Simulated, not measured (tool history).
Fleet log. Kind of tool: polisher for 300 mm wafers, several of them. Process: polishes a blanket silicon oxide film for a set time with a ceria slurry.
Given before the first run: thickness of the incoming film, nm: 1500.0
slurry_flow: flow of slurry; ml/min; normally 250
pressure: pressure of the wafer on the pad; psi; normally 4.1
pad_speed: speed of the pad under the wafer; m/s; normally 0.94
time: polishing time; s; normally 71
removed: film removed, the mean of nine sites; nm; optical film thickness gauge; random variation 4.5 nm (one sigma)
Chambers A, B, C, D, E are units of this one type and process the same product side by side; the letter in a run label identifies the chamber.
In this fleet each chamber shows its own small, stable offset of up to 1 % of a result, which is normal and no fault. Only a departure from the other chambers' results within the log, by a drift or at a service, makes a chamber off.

{"run": "1C", "hour": 12.9, "slurry_flow": 250, "pressure": 4.1, "pad_speed": 0.94, "time": 71, "removed": 340.05}
{"run": "2B", "hour": 21.5, "slurry_flow": 250, "pressure": 4.1, "pad_speed": 0.94, "time": 71, "removed": 343.6}
{"run": "3A", "hour": 31.5, "slurry_flow": 250, "pressure": 4.1, "pad_speed": 0.94, "time": 71, "removed": 341.75}
{"run": "4E", "hour": 42.4, "slurry_flow": 250, "pressure": 4.1, "pad_speed": 0.94, "time": 71, "removed": 331.83}
{"hour": 46.8, "done": "chamber C: worn pad replaced by a new one"}
{"hour": 48.4, "done": "chamber A: worn pad replaced by a new one"}
{"run": "5D", "hour": 50.5, "slurry_flow": 250, "pressure": 4.1, "pad_speed": 0.94, "time": 71, "removed": 343.9}
{"run": "6E", "hour": 57.3, "slurry_flow": 250, "pressure": 4.1, "pad_speed": 0.94, "time": 93, "removed": 442.95}
{"run": "7C", "hour": 70.3, "slurry_flow": 250, "pressure": 4.1, "pad_speed": 0.94, "time": 93, "removed": 457.44}
{"hour": 74.5, "done": "chamber E: worn pad replaced by a new one"}
{"hour": 80.1, "done": "chamber B: worn pad replaced by a new one"}
{"run": "8B", "hour": 82.1, "slurry_flow": 250, "pressure": 4.1, "pad_speed": 0.94, "time": 93, "removed": 458.27}
{"hour": 83.8, "done": "chamber A: slurry nozzle cleaned"}
{"run": "9D", "hour": 91.9, "slurry_flow": 250, "pressure": 4.1, "pad_speed": 0.94, "time": 93, "removed": 455.7}
{"run": "10A", "hour": 99.0, "slurry_flow": 250, "pressure": 4.1, "pad_speed": 0.94, "time": 93, "removed": 441.7}
{"run": "11B", "hour": 108.9, "slurry_flow": 250, "pressure": 4.1, "pad_speed": 0.94, "time": 71, "removed": 340.55}
{"hour": 111.9, "done": "chamber E: slurry nozzle cleaned"}
{"hour": 120.7, "done": "chamber C: worn pad replaced by a new one"}
{"run": "12A", "hour": 121.1, "slurry_flow": 185, "pressure": 4.1, "pad_speed": 0.94, "time": 71, "removed": 326.31}
{"run": "13C", "hour": 132.0, "slurry_flow": 185, "pressure": 4.1, "pad_speed": 0.94, "time": 71, "removed": 326.61}
{"run": "14E", "hour": 140.4, "slurry_flow": 185, "pressure": 4.1, "pad_speed": 0.94, "time": 71, "removed": 325.97}
{"run": "15D", "hour": 152.0, "slurry_flow": 185, "pressure": 4.1, "pad_speed": 0.94, "time": 71, "removed": 329.27}
{"run": "16B", "hour": 165.5, "slurry_flow": 185, "pressure": 4.1, "pad_speed": 0.94, "time": 71, "removed": 331.95}
{"run": "17A", "hour": 179.1, "slurry_flow": 250, "pressure": 5.1, "pad_speed": 0.94, "time": 71, "removed": 429.71}
{"hour": 179.6, "done": "chamber C: slurry nozzle cleaned"}
{"hour": 185.7, "done": "chamber A: worn pad replaced by a new one"}
{"run": "18E", "hour": 189.4, "slurry_flow": 250, "pressure": 5.1, "pad_speed": 0.94, "time": 71, "removed": 420.3}
{"hour": 191.2, "done": "chamber D: slurry nozzle cleaned"}
{"hour": 198.7, "done": "chamber C: worn pad replaced by a new one"}
{"run": "19D", "hour": 200.6, "slurry_flow": 250, "pressure": 5.1, "pad_speed": 0.94, "time": 71, "removed": 410.31}
{"run": "20C", "hour": 213.8, "slurry_flow": 250, "pressure": 5.1, "pad_speed": 0.94, "time": 71, "removed": 431.27}
{"hour": 220.8, "done": "chamber B: worn pad replaced by a new one"}
{"run": "21A", "hour": 221.8, "slurry_flow": 250, "pressure": 5.1, "pad_speed": 0.94, "time": 71, "removed": 426.24}
{"run": "22E", "hour": 229.9, "slurry_flow": 250, "pressure": 4.1, "pad_speed": 0.94, "time": 71, "removed": 336.31}
{"hour": 237.0, "done": "chamber E: worn pad replaced by a new one"}
{"run": "23C", "hour": 244.4, "slurry_flow": 250, "pressure": 4.1, "pad_speed": 0.94, "time": 71, "removed": 331.37}
{"run": "24B", "hour": 258.1, "slurry_flow": 250, "pressure": 4.1, "pad_speed": 0.94, "time": 71, "removed": 349.61}
{"run": "25D", "hour": 269.4, "slurry_flow": 250, "pressure": 4.1, "pad_speed": 0.94, "time": 71, "removed": 317.45}
{"run": "26D", "hour": 276.3, "slurry_flow": 250, "pressure": 4.1, "pad_speed": 0.94, "time": 71, "removed": 320.2}
{"hour": 277.0, "done": "chamber C: worn pad replaced by a new one"}
{"run": "27C", "hour": 289.5, "slurry_flow": 250, "pressure": 4.1, "pad_speed": 0.94, "time": 71, "removed": 334.2}
{"hour": 292.7, "done": "chamber A: worn pad replaced by a new one"}
{"run": "28A", "hour": 300.4, "slurry_flow": 250, "pressure": 4.1, "pad_speed": 0.94, "time": 71, "removed": 348.9}
{"run": "29E", "hour": 313.2, "slurry_flow": 250, "pressure": 4.1, "pad_speed": 0.94, "time": 71, "removed": 342.26}
{"hour": 322.0, "done": "chamber B: slurry nozzle cleaned"}
{"run": "30B", "hour": 323.5, "slurry_flow": 250, "pressure": 4.1, "pad_speed": 0.94, "time": 71, "removed": 346.25}
{"run": "31D", "hour": 331.9, "slurry_flow": 250, "pressure": 4.1, "pad_speed": 0.94, "time": 71, "removed": 310.29}

Next, all 5 chambers run the settings below, one line each with question marks for the results. What does each chamber give?
{"run": "32A", "hour": 342.7, "slurry_flow": 205, "pressure": 4.1, "pad_speed": 0.94, "time": 71, "removed": "?"}
{"run": "32B", "hour": 342.7, "slurry_flow": 205, "pressure": 4.1, "pad_speed": 0.94, "time": 71, "removed": "?"}
{"run": "32C", "hour": 342.7, "slurry_flow": 205, "pressure": 4.1, "pad_speed": 0.94, "time": 71, "removed": "?"}
{"run": "32D", "hour": 342.7, "slurry_flow": 205, "pressure": 4.1, "pad_speed": 0.94, "time": 71, "removed": "?"}
{"run": "32E", "hour": 342.7, "slurry_flow": 205, "pressure": 4.1, "pad_speed": 0.94, "time": 71, "removed": "?"}

run=32A removed=334.14
run=32B removed=330.63
run=32C removed=340.64
run=32D removed=299.81
run=32E removed=332.73
